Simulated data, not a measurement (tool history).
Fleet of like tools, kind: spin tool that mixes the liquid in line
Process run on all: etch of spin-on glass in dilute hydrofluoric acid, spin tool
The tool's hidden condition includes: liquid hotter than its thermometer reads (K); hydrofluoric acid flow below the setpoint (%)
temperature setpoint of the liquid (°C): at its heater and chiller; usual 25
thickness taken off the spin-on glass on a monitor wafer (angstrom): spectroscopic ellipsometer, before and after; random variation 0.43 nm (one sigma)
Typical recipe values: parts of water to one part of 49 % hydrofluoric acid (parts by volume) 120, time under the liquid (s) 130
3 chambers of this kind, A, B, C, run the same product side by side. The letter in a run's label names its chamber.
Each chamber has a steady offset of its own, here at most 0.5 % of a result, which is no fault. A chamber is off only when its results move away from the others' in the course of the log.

| run | hour | temperature setpoint of the liquid (°C) | parts of water to one part of 49 % hydrofluoric acid (parts by volume) | time under the liquid (s) | hours since the thermometer was replaced | hours since the hydrofluoric acid flow meter was replaced | read-back film thickness of the spin-on glass reference wafer, read on the same gauge (nm) | thickness taken off the spin-on glass on a monitor wafer (angstrom) |
|---|---|---|---|---|---|---|---|---|
| 1B | 6 | 25 | 120 | 130 | 1731 | 353.9 | 139.98 | 468.41 |
| 2A | 13.8 | 25 | 120 | 130 | 457.4 | 523.5 | 139.99 | 470.18 |
| 3C | 18.9 | 25 | 120 | 130 | 1359.2 | 1181.7 | 139.98 | 465.49 |
| 4A | 25.6 | 25 | 120 | 130 | 469.2 | 535.3 | 139.96 | 464.28 |
| 5C | 31.1 | 25 | 120 | 130 | 1371.4 | 1193.9 | 139.98 | 461.84 |
| 6B | 36.1 | 25 | 145 | 130 | 1761.1 | 384 | 140 | 380.06 |
| 7A | 41.7 | 25 | 145 | 130 | 485.3 | 551.4 | 139.97 | 372.88 |
| 8C | 48.9 | 25 | 145 | 130 | 1389.2 | 1211.7 | 140.02 | 382.02 |
| 9B | 53.1 | 25 | 145 | 205 | 1778.1 | 401 | 139.99 | 598.15 |
| 10B | 58.1 | 25 | 145 | 205 | 1783.1 | 406 | 140 | 607.06 |
| 11C | 65.3 | 25 | 145 | 205 | 1405.6 | 1228.1 | 140 | 596.71 |
| 12A | 70.4 | 25 | 120 | 130 | 514 | 580.1 | 139.99 | 465.24 |
| 13A | 78 | 25 | 120 | 130 | 521.6 | 587.7 | 139.97 | 464.46 |
| 14C | 85.9 | 25 | 120 | 130 | 1426.2 | 1248.7 | 140 | 473.13 |
| 15B | 92.6 | 25 | 120 | 130 | 1817.6 | 440.5 | 140 | 472.89 |
| 16B | 100 | 25 | 120 | 130 | 1825 | 447.9 | 140 | 478.61 |
| 17C | 103.7 | 25 | 120 | 130 | 1444 | 1266.5 | 140 | 465.42 |
| 18A | 109.2 | 23.5 | 120 | 130 | 552.8 | 618.9 | 139.99 | 428 |
| 19C | 116.3 | 23.5 | 120 | 130 | 1456.6 | 1279.1 | 139.96 | 435.79 |
|  | 118.4 | chamber B: hydrofluoric acid flow meter replaced |
| 20A | 122.8 | 23.5 | 120 | 130 | 566.4 | 632.5 | 140 | 427.41 |
|  | 124.8 | chamber C: hydrofluoric acid flow meter replaced |
| 21B | 130.3 | 25 | 120 | 130 | 1855.3 | 11.9 | 140 | 471.45 |
| 22C | 135.5 | 25 | 120 | 130 | 1475.8 | 10.8 | 140.02 | 471.27 |
| 23A | 142.6 | 25 | 120 | 130 | 586.2 | 652.3 | 140.01 | 451.25 |
| 24B | 150.6 | 25 | 120 | 130 | 1875.6 | 32.2 | 140 | 463.43 |
| 25C | 154.8 | 25 | 120 | 130 | 1495.1 | 30.1 | 139.99 | 467.28 |
| 26A | 163 | 27.5 | 120 | 80 | 606.6 | 672.7 | 140 | 301.8 |
|  | 164.1 | chamber C: thermometer replaced |
| 27B | 171 | 27.5 | 120 | 80 | 1896 | 52.6 | 140.01 | 324.21 |
| 28B | 178 | 27.5 | 120 | 80 | 1903 | 59.6 | 140.04 | 316.26 |
| 29A | 181.7 | 25 | 120 | 130 | 625.3 | 691.4 | 140.02 | 443.82 |
| 30C | 187 | 25 | 120 | 130 | 23 | 62.3 | 140 | 466.97 |

The same settings go to every chamber for the next run, one line per chamber below. Forecast the results for each:
| 31A | 192.9 | 25 | 120 | 130 |  |  |  | ? |
| 31B | 192.9 | 25 | 120 | 130 |  |  |  | ? |
| 31C | 192.9 | 25 | 120 | 130 |  |  |  | ? |

| run | thickness taken off the spin-on glass on a monitor wafer (angstrom) |
|---|---|
| 31A | 436.12 |
| 31B | 479.29 |
| 31C | 468.99 |
